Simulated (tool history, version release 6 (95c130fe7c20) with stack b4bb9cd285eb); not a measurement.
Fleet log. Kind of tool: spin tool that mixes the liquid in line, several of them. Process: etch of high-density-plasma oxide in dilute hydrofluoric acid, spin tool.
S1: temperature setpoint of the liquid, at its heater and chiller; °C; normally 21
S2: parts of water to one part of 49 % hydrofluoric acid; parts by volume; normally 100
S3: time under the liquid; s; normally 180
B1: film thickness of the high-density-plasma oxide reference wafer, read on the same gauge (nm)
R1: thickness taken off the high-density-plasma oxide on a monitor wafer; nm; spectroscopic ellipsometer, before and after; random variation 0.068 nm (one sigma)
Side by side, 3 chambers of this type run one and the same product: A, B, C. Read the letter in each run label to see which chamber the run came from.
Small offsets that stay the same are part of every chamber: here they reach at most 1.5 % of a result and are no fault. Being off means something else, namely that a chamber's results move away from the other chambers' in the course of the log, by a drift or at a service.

run,hour,S1,S2,S3,B1,R1
1A,9,21,100,180,40.001,8.1005
2C,19.3,21,100,180,40.014,8.229
3B,27.2,21,100,180,39.978,8.1547
4B,35.4,21,100,180,39.974,8.0905
5A,41.3,21,100,180,40.013,8.1723
6C,47.6,21,100,180,40.009,7.9732
7A,56.2,21,75,180,40.018,11.219
8C,65.6,21,75,180,39.961,11.15
9B,72.2,21,75,180,39.957,11.113
10B,82.5,21,100,180,39.983,8.0888
11A,91.3,21,100,180,39.99,8.1529
12C,100.3,21,100,180,40.016,7.984
13B,105.1,21,100,180,40.021,8.1071
14C,115,21,100,180,39.983,7.9213
15A,122.5,21,100,180,39.981,8.2933
16B,131.6,21,100,180,39.974,8.2396
17C,140.2,21,100,180,39.995,7.9498
18A,148.1,24,100,145,39.971,7.3606
19B,157.4,24,100,145,40,7.3041
20C,168,24,100,145,40.003,7.0317
21A,176,21,100,180,39.965,8.2692
22A,186.1,21,100,180,40.001,8.1656
23C,194.9,21,100,180,39.97,7.8574
24B,205.3,21,100,180,40.015,8.1564
25A,215.4,21,100,180,40.009,8.1798
26B,222.8,21,100,180,39.991,8.059
27C,227.9,21,100,180,39.993,7.6869
28A,233.2,17.5,75,180,40.001,9.8045

Each of the 3 chambers runs these same settings next. Fill in every chamber's results:
29A,240.9,21,100,180,,?
29B,240.9,21,100,180,,?
29C,240.9,21,100,180,,?

run,R1
29A,8.1471
29B,8.1827
29C,7.7387
